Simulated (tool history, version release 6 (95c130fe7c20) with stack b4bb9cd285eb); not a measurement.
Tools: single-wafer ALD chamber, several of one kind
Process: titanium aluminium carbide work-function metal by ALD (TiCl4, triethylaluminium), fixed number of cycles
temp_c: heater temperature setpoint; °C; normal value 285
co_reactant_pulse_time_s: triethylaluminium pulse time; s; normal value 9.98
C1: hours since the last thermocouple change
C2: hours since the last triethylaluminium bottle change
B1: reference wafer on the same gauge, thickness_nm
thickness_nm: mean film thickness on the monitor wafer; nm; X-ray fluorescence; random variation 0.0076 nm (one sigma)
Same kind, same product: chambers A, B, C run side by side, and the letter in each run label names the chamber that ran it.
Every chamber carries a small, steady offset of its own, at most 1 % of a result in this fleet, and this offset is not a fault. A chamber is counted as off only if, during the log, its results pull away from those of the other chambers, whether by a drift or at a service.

{"run": "1C", "hour": 11.7, "temp_c": 285, "co_reactant_pulse_time_s": 9.98, "C1": 330.2, "C2": 1067.1, "B1": 1.9399, "thickness_nm": 1.8705}
{"run": "2A", "hour": 24.1, "temp_c": 285, "co_reactant_pulse_time_s": 9.98, "C1": 1428.5, "C2": 790.5, "B1": 1.9375, "thickness_nm": 1.88}
{"run": "3B", "hour": 35.1, "temp_c": 285, "co_reactant_pulse_time_s": 9.98, "C1": 835.7, "C2": 700.7, "B1": 1.9404, "thickness_nm": 1.8866}
{"run": "4B", "hour": 42.7, "temp_c": 285, "co_reactant_pulse_time_s": 9.98, "C1": 843.3, "C2": 708.3, "B1": 1.9414, "thickness_nm": 1.8878}
{"run": "5A", "hour": 54.5, "temp_c": 285, "co_reactant_pulse_time_s": 9.98, "C1": 1458.9, "C2": 820.9, "B1": 1.9404, "thickness_nm": 1.8839}
{"run": "6C", "hour": 68.0, "temp_c": 285, "co_reactant_pulse_time_s": 9.98, "C1": 386.5, "C2": 1123.4, "B1": 1.9409, "thickness_nm": 1.8597}
{"run": "7A", "hour": 80.3, "temp_c": 285, "co_reactant_pulse_time_s": 9.98, "C1": 1484.7, "C2": 846.7, "B1": 1.9398, "thickness_nm": 1.8878}
{"run": "8C", "hour": 88.1, "temp_c": 299, "co_reactant_pulse_time_s": 11.19, "C1": 406.6, "C2": 1143.5, "B1": 1.9393, "thickness_nm": 2.0011}
{"run": "9B", "hour": 99.1, "temp_c": 299, "co_reactant_pulse_time_s": 11.19, "C1": 899.7, "C2": 764.7, "B1": 1.9386, "thickness_nm": 2.0107}
{"run": "10C", "hour": 114.0, "temp_c": 299, "co_reactant_pulse_time_s": 11.19, "C1": 432.5, "C2": 1169.4, "B1": 1.9406, "thickness_nm": 2.0263}
{"run": "11A", "hour": 125.6, "temp_c": 285, "co_reactant_pulse_time_s": 9.98, "C1": 1530.0, "C2": 892.0, "B1": 1.9411, "thickness_nm": 1.8783}
{"run": "12B", "hour": 135.0, "temp_c": 285, "co_reactant_pulse_time_s": 9.98, "C1": 935.6, "C2": 800.6, "B1": 1.9386, "thickness_nm": 1.8825}
{"run": "13B", "hour": 147.3, "temp_c": 285, "co_reactant_pulse_time_s": 9.98, "C1": 947.9, "C2": 812.9, "B1": 1.94, "thickness_nm": 1.879}
{"run": "14A", "hour": 163.3, "temp_c": 285, "co_reactant_pulse_time_s": 9.98, "C1": 1567.7, "C2": 929.7, "B1": 1.9417, "thickness_nm": 1.8882}
{"run": "15C", "hour": 177.1, "temp_c": 285, "co_reactant_pulse_time_s": 9.98, "C1": 495.6, "C2": 1232.5, "B1": 1.9417, "thickness_nm": 1.8829}
{"run": "16B", "hour": 184.3, "temp_c": 285, "co_reactant_pulse_time_s": 9.98, "C1": 984.9, "C2": 849.9, "B1": 1.9416, "thickness_nm": 1.8942}
{"hour": 199.5, "done": "chamber A: triethylaluminium bottle replaced"}
{"run": "17C", "hour": 200.5, "temp_c": 279, "co_reactant_pulse_time_s": 8.56, "C1": 519.0, "C2": 1255.9, "B1": 1.94, "thickness_nm": 1.793}
{"run": "18A", "hour": 215.0, "temp_c": 279, "co_reactant_pulse_time_s": 8.56, "C1": 1619.4, "C2": 15.6, "B1": 1.9409, "thickness_nm": 1.7789}
{"run": "19A", "hour": 227.6, "temp_c": 279, "co_reactant_pulse_time_s": 8.56, "C1": 1632.0, "C2": 28.2, "B1": 1.9385, "thickness_nm": 1.7842}
{"run": "20C", "hour": 238.1, "temp_c": 285, "co_reactant_pulse_time_s": 13.74, "C1": 556.6, "C2": 1293.5, "B1": 1.9397, "thickness_nm": 1.917}
{"run": "21B", "hour": 254.0, "temp_c": 285, "co_reactant_pulse_time_s": 13.74, "C1": 1054.6, "C2": 919.6, "B1": 1.9389, "thickness_nm": 1.9349}
{"run": "22B", "hour": 269.0, "temp_c": 285, "co_reactant_pulse_time_s": 13.74, "C1": 1069.6, "C2": 934.6, "B1": 1.9414, "thickness_nm": 1.9211}
{"run": "23A", "hour": 283.2, "temp_c": 285, "co_reactant_pulse_time_s": 9.98, "C1": 1687.6, "C2": 83.8, "B1": 1.937, "thickness_nm": 1.8811}
{"run": "24C", "hour": 292.0, "temp_c": 285, "co_reactant_pulse_time_s": 9.98, "C1": 610.5, "C2": 1347.4, "B1": 1.94, "thickness_nm": 1.8601}
{"run": "25B", "hour": 301.5, "temp_c": 285, "co_reactant_pulse_time_s": 9.98, "C1": 1102.1, "C2": 967.1, "B1": 1.9384, "thickness_nm": 1.8887}
{"run": "26C", "hour": 313.2, "temp_c": 285, "co_reactant_pulse_time_s": 9.98, "C1": 631.7, "C2": 1368.6, "B1": 1.9422, "thickness_nm": 1.8744}
{"run": "27A", "hour": 327.2, "temp_c": 285, "co_reactant_pulse_time_s": 9.98, "C1": 1731.6, "C2": 127.8, "B1": 1.9405, "thickness_nm": 1.8831}
{"run": "28C", "hour": 335.0, "temp_c": 285, "co_reactant_pulse_time_s": 9.98, "C1": 653.5, "C2": 1390.4, "B1": 1.9418, "thickness_nm": 1.8787}
{"run": "29B", "hour": 345.3, "temp_c": 285, "co_reactant_pulse_time_s": 9.98, "C1": 1145.9, "C2": 1010.9, "B1": 1.941, "thickness_nm": 1.878}
{"run": "30A", "hour": 356.1, "temp_c": 285, "co_reactant_pulse_time_s": 9.98, "C1": 1760.5, "C2": 156.7, "B1": 1.9414, "thickness_nm": 1.8828}
{"run": "31B", "hour": 367.2, "temp_c": 285, "co_reactant_pulse_time_s": 9.98, "C1": 1167.8, "C2": 1032.8, "B1": 1.9405, "thickness_nm": 1.882}
{"run": "32A", "hour": 383.4, "temp_c": 285, "co_reactant_pulse_time_s": 9.98, "C1": 1787.8, "C2": 184.0, "B1": 1.9392, "thickness_nm": 1.8769}
{"run": "33C", "hour": 391.6, "temp_c": 285, "co_reactant_pulse_time_s": 9.98, "C1": 710.1, "C2": 1447.0, "B1": 1.9379, "thickness_nm": 1.8757}
{"run": "34C", "hour": 401.5, "temp_c": 285, "co_reactant_pulse_time_s": 9.98, "C1": 720.0, "C2": 1456.9, "B1": 1.9383, "thickness_nm": 1.8774}
{"run": "35B", "hour": 412.1, "temp_c": 285, "co_reactant_pulse_time_s": 9.98, "C1": 1212.7, "C2": 1077.7, "B1": 1.9406, "thickness_nm": 1.8907}
{"run": "36A", "hour": 420.7, "temp_c": 285, "co_reactant_pulse_time_s": 9.98, "C1": 1825.1, "C2": 221.3, "B1": 1.9405, "thickness_nm": 1.8788}
{"run": "37C", "hour": 430.9, "temp_c": 285, "co_reactant_pulse_time_s": 9.98, "C1": 749.4, "C2": 1486.3, "B1": 1.9395, "thickness_nm": 1.87}
{"run": "38B", "hour": 445.4, "temp_c": 285, "co_reactant_pulse_time_s": 9.98, "C1": 1246.0, "C2": 1111.0, "B1": 1.9405, "thickness_nm": 1.8773}

Has any chamber moved away from the others, gradually or after a service, or does the common gauge drift, or do the chambers differ only by their own small steady offsets? State the chamber and the most likely cause if one applies.

Nothing is wrong: each chamber keeps only its own small, steady offset and the gauge holds still.

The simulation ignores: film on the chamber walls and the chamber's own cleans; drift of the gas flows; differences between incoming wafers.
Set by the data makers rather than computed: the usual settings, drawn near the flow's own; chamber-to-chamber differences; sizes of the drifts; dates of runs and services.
